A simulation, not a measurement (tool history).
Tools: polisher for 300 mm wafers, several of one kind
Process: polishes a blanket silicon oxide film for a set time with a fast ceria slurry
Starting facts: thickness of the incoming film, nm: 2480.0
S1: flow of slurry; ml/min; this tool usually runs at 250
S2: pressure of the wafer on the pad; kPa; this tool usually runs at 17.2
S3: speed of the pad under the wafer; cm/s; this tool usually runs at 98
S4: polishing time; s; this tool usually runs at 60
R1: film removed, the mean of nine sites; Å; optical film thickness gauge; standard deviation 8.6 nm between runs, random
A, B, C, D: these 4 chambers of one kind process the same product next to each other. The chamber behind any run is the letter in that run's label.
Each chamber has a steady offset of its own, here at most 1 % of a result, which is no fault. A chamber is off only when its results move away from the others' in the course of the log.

run	hour	S1	S2	S3	S4	R1
1D	10.5	250	17.2	98	60	7180.5
2A	24.3	250	17.2	98	60	7503.9
# hour 26.6: chamber D: head pressure recalibrated
3C	33.1	250	17.2	98	60	7282
# hour 44.1: chamber C: worn pad replaced by a new one
4B	48.1	250	17.2	98	60	7198.3
5C	57.8	250	17.2	126	60	9382.1
# hour 66.3: chamber A: worn pad replaced by a new one
6D	72.3	250	17.2	126	60	9484.8
7B	82.4	250	17.2	126	60	9340.6
8A	90.3	250	17.2	126	60	9278.7
9D	103.3	250	17.2	98	60	7132.5
# hour 107.1: chamber B: worn pad replaced by a new one
10A	115.8	250	17.2	98	60	7386.5
11B	126.1	250	17.2	98	60	7167.6
12C	137.3	250	17.2	118	60	8781.4
13A	149.9	250	17.2	118	60	8759.9
14C	157.5	250	17.2	118	60	8814.4
15D	166.3	250	17.2	118	60	8504.9
16B	173.8	250	17.2	126	60	9380.2
17D	188.1	250	17.2	126	60	9259.2
18C	198.9	250	17.2	126	60	9409.5
19B	211.9	250	17.2	126	60	9429.8
20A	219.4	250	17.2	98	60	7100
21D	230.1	250	17.2	98	60	6939.9
# hour 233.9: chamber A: slurry nozzle cleaned
# hour 239.8: chamber A: worn pad replaced by a new one
22B	240.9	250	17.2	98	60	7348
# hour 244.1: chamber C: worn pad replaced by a new one
23C	249.4	250	22.8	98	60	9429.3
24A	256.2	250	22.8	98	60	9520.9
# hour 257.6: chamber B: slurry nozzle cleaned
# hour 258.2: chamber B: worn pad replaced by a new one
25A	264.1	250	22.8	98	60	9677.6
26B	278.7	250	22.8	98	60	9650.5
27D	294	250	17.2	98	60	6734.3
28C	305.9	250	17.2	98	60	7184.7
# hour 313: chamber D: slurry nozzle cleaned
29A	314.7	180	17.2	98	70	8074.4
30D	328.4	180	17.2	98	70	7868.3
31C	342.9	180	17.2	98	70	7923.7
32B	356.6	180	17.2	98	70	8179.6
33A	367.6	250	17.2	98	60	7349.2
34D	380.4	250	17.2	98	60	6697.3
35C	389.6	250	17.2	98	60	7234.6
# hour 402.4: chamber B: worn pad replaced by a new one
36B	405	250	17.2	98	60	7199.3
37B	415.2	250	17.2	98	60	7211
38D	428.5	250	17.2	98	60	6486.7

Next, every chamber runs the same settings. What will each give?
39A	439.6	250	17.2	98	60	?
39B	439.6	250	17.2	98	60	?
39C	439.6	250	17.2	98	60	?
39D	439.6	250	17.2	98	60	?

run	R1
39A	7415.6
39B	7083.6
39C	7279.6
39D	6574.2
